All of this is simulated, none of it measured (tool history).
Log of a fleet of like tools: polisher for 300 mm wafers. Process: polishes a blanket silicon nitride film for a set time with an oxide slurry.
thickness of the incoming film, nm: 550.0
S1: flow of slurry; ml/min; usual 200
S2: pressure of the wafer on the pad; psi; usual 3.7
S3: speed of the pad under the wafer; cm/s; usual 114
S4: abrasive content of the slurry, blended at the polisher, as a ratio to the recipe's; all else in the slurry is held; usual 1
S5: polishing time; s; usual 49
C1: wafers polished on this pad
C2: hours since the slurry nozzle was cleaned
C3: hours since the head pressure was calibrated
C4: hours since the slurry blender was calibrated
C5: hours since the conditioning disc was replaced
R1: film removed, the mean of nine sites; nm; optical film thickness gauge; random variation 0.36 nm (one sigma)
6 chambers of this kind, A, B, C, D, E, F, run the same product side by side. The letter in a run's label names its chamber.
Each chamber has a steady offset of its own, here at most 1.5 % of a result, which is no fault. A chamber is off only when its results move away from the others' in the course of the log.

-- hour=2.9 chamber E: slurry nozzle cleaned
-- hour=3.6 chamber E: slurry blender recalibrated
run 1B hour=3.9 | S1=200 S2=3.7 S3=114 S4=1 S5=49 | C1=656 C2=188.7 C3=526.4 C4=33.1 C5=301.5 | R1=29.627
run 2C hour=11.3 | S1=200 S2=3.7 S3=114 S4=1 S5=49 | C1=533 C2=64.8 C3=746.3 C4=529.9 C5=550.3 | R1=29.458
run 3F hour=17.7 | S1=200 S2=3.7 S3=114 S4=1 S5=49 | C1=448 C2=338.9 C3=950.7 C4=339.8 C5=205.4 | R1=30.266
-- hour=17.9 chamber B: worn pad replaced by a new one
run 4A hour=23.5 | S1=200 S2=3.7 S3=114 S4=1 S5=49 | C1=341 C2=122.2 C3=399.1 C4=67.5 C5=173.5 | R1=29.655
-- hour=23.8 chamber E: worn pad replaced by a new one
run 5E hour=27.3 | S1=200 S2=3.7 S3=114 S4=1 S5=49 | C1=39 C2=24.5 C3=214.6 C4=23.7 C5=181.0 | R1=29.179
run 6D hour=34.8 | S1=200 S2=3.7 S3=114 S4=1 S5=49 | C1=621 C2=142.9 C3=745.4 C4=155.9 C5=89.7 | R1=29.500
-- hour=35.3 chamber D: worn pad replaced by a new one
run 7D hour=39.4 | S1=265 S2=2.9 S3=114 S4=1 S5=49 | C1=46 C2=147.5 C3=750.0 C4=160.5 C5=94.3 | R1=23.545
-- hour=40.4 chamber C: slurry blender recalibrated
-- hour=41.1 chamber F: slurry blender recalibrated
run 8C hour=46.9 | S1=265 S2=2.9 S3=114 S4=1 S5=49 | C1=929 C2=100.4 C3=781.9 C4=6.6 C5=585.9 | R1=24.187
run 9F hour=52.6 | S1=265 S2=2.9 S3=114 S4=1 S5=49 | C1=836 C2=373.8 C3=985.6 C4=11.5 C5=240.3 | R1=23.626
run 10B hour=59.7 | S1=265 S2=2.9 S3=114 S4=1 S5=49 | C1=464 C2=244.5 C3=582.2 C4=88.9 C5=357.3 | R1=23.699
-- hour=61.3 chamber C: head pressure recalibrated
run 11A hour=63.1 | S1=265 S2=2.9 S3=114 S4=1 S5=49 | C1=781 C2=161.8 C3=438.7 C4=107.1 C5=213.1 | R1=24.312
-- hour=67.3 chamber C: conditioning disc replaced and pad reconditioned
run 12E hour=68.8 | S1=265 S2=2.9 S3=114 S4=1 S5=49 | C1=500 C2=66.0 C3=256.1 C4=65.2 C5=222.5 | R1=23.765
-- hour=70.6 chamber D: conditioning disc replaced and pad reconditioned
run 13D hour=72.3 | S1=200 S2=2.7 S3=114 S4=1 S5=49 | C1=411 C2=180.4 C3=782.9 C4=193.4 C5=1.8 | R1=21.186
-- hour=73.1 chamber B: slurry blender recalibrated
-- hour=76.7 chamber E: worn pad replaced by a new one
run 14E hour=79.2 | S1=200 S2=2.7 S3=114 S4=1 S5=49 | C1=28 C2=76.4 C3=266.5 C4=75.6 C5=232.9 | R1=21.228
run 15F hour=82.6 | S1=200 S2=2.7 S3=114 S4=1 S5=49 | C1=1169 C2=403.8 C3=1015.6 C4=41.5 C5=270.3 | R1=21.732
-- hour=83.5 chamber C: worn pad replaced by a new one
-- hour=84.6 chamber B: worn pad replaced by a new one
run 16B hour=88.0 | S1=200 S2=2.7 S3=114 S4=1 S5=49 | C1=38 C2=272.8 C3=610.5 C4=15.0 C5=385.6 | R1=21.329
-- hour=90.8 chamber A: worn pad replaced by a new one
-- hour=92.3 chamber D: head pressure recalibrated
run 17A hour=92.6 | S1=200 S2=2.7 S3=114 S4=1 S5=49 | C1=20 C2=191.3 C3=468.2 C4=136.6 C5=242.6 | R1=21.911
run 18C hour=96.4 | S1=200 S2=2.7 S3=114 S4=1 S5=49 | C1=143 C2=149.9 C3=35.1 C4=56.1 C5=29.2 | R1=21.079
-- hour=97.9 chamber D: worn pad replaced by a new one
-- hour=98.2 chamber F: worn pad replaced by a new one
run 19E hour=102.1 | S1=200 S2=3.7 S3=114 S4=1 S5=49 | C1=283 C2=99.3 C3=289.4 C4=98.5 C5=255.8 | R1=29.587
-- hour=104.9 chamber B: head pressure recalibrated
run 20F hour=107.5 | S1=200 S2=3.7 S3=114 S4=1 S5=49 | C1=104 C2=428.7 C3=1040.5 C4=66.4 C5=295.2 | R1=30.262
-- hour=108.9 chamber E: head pressure recalibrated
run 21B hour=115.0 | S1=200 S2=3.7 S3=96 S4=1 S5=49 | C1=338 C2=299.8 C3=10.1 C4=42.0 C5=412.6 | R1=25.607
run 22C hour=118.6 | S1=200 S2=3.7 S3=96 S4=1 S5=49 | C1=390 C2=172.1 C3=57.3 C4=78.3 C5=51.4 | R1=25.891
run 23D hour=125.1 | S1=200 S2=3.7 S3=96 S4=1 S5=49 | C1=303 C2=233.2 C3=32.8 C4=246.2 C5=54.6 | R1=25.904
run 24A hour=132.8 | S1=200 S2=3.7 S3=96 S4=1 S5=49 | C1=467 C2=231.5 C3=508.4 C4=176.8 C5=282.8 | R1=25.885
-- hour=133.0 chamber E: worn pad replaced by a new one
run 25D hour=136.8 | S1=200 S2=3.7 S3=96 S4=1 S5=49 | C1=433 C2=244.9 C3=44.5 C4=257.9 C5=66.3 | R1=25.239
run 26C hour=141.3 | S1=200 S2=3.7 S3=96 S4=1 S5=49 | C1=642 C2=194.8 C3=80.0 C4=101.0 C5=74.1 | R1=25.911
run 27B hour=147.6 | S1=200 S2=3.7 S3=114 S4=1 S5=49 | C1=701 C2=332.4 C3=42.7 C4=74.6 C5=445.2 | R1=29.156
run 28F hour=152.0 | S1=200 S2=3.7 S3=114 S4=1 S5=49 | C1=598 C2=473.2 C3=1085.0 C4=110.9 C5=339.7 | R1=29.837
run 29A hour=156.9 | S1=200 S2=3.7 S3=114 S4=1 S5=49 | C1=735 C2=255.6 C3=532.5 C4=200.9 C5=306.9 | R1=29.856
-- hour=161.5 chamber B: worn pad replaced by a new one
-- hour=161.6 chamber D: worn pad replaced by a new one
run 30E hour=162.4 | S1=200 S2=3.7 S3=114 S4=1 S5=49 | C1=327 C2=159.6 C3=53.5 C4=158.8 C5=316.1 | R1=28.799
run 31B hour=169.0 | S1=200 S2=3.7 S3=114 S4=1 S5=49 | C1=83 C2=353.8 C3=64.1 C4=96.0 C5=466.6 | R1=30.052
run 32E hour=175.2 | S1=200 S2=3.7 S3=114 S4=1 S5=49 | C1=469 C2=172.4 C3=66.3 C4=171.6 C5=328.9 | R1=29.195
-- hour=177.7 chamber B: slurry blender recalibrated
-- hour=180.8 chamber D: conditioning disc replaced and pad reconditioned
run 33D hour=181.7 | S1=200 S2=3.7 S3=114 S4=1 S5=49 | C1=224 C2=289.8 C3=89.4 C4=302.8 C5=1.0 | R1=30.052
run 34C hour=185.5 | S1=200 S2=3.7 S3=114 S4=1 S5=49 | C1=1133 C2=239.0 C3=124.2 C4=145.2 C5=118.3 | R1=29.563
-- hour=190.5 chamber D: slurry blender recalibrated
run 35F hour=192.1 | S1=200 S2=3.7 S3=114 S4=1 S5=49 | C1=1044 C2=513.3 C3=1125.1 C4=151.0 C5=379.8 | R1=30.335
-- hour=192.2 chamber B: conditioning disc replaced and pad reconditioned
-- hour=192.6 chamber E: worn pad replaced by a new one
run 36A hour=199.3 | S1=200 S2=3.7 S3=114 S4=1 S5=49 | C1=1206 C2=298.0 C3=574.9 C4=243.3 C5=349.3 | R1=29.602
-- hour=199.4 chamber F: worn pad replaced by a new one
-- hour=203.7 chamber C: worn pad replaced by a new one
run 37F hour=206.3 | S1=200 S2=3.7 S3=114 S4=1 S5=49 | C1=77 C2=527.5 C3=1139.3 C4=165.2 C5=394.0 | R1=30.308
run 38B hour=212.3 | S1=170 S2=3.7 S3=114 S4=1 S5=39 | C1=564 C2=397.1 C3=107.4 C4=34.6 C5=20.1 | R1=23.067
-- hour=215.2 chamber A: worn pad replaced by a new one
run 39A hour=216.0 | S1=170 S2=3.7 S3=114 S4=1 S5=39 | C1=9 C2=314.7 C3=591.6 C4=260.0 C5=366.0 | R1=23.387
run 40D hour=220.4 | S1=170 S2=3.7 S3=114 S4=1 S5=39 | C1=654 C2=328.5 C3=128.1 C4=30.0 C5=39.7 | R1=22.243
run 41E hour=225.0 | S1=170 S2=3.7 S3=114 S4=1 S5=39 | C1=360 C2=222.2 C3=116.1 C4=221.4 C5=378.7 | R1=22.877
run 42C hour=231.3 | S1=170 S2=3.7 S3=114 S4=1 S5=39 | C1=307 C2=284.8 C3=170.0 C4=191.0 C5=164.1 | R1=22.798
run 43C hour=234.9 | S1=170 S2=3.7 S3=114 S4=1 S5=39 | C1=347 C2=288.4 C3=173.6 C4=194.6 C5=167.7 | R1=23.039

What goes on in this fleet: one chamber off, a drifting gauge, or nothing beyond the chambers' own small offsets? Name the chamber and the cause, if any.

No chamber stands off beyond its own small offset, and the gauge holds steady.

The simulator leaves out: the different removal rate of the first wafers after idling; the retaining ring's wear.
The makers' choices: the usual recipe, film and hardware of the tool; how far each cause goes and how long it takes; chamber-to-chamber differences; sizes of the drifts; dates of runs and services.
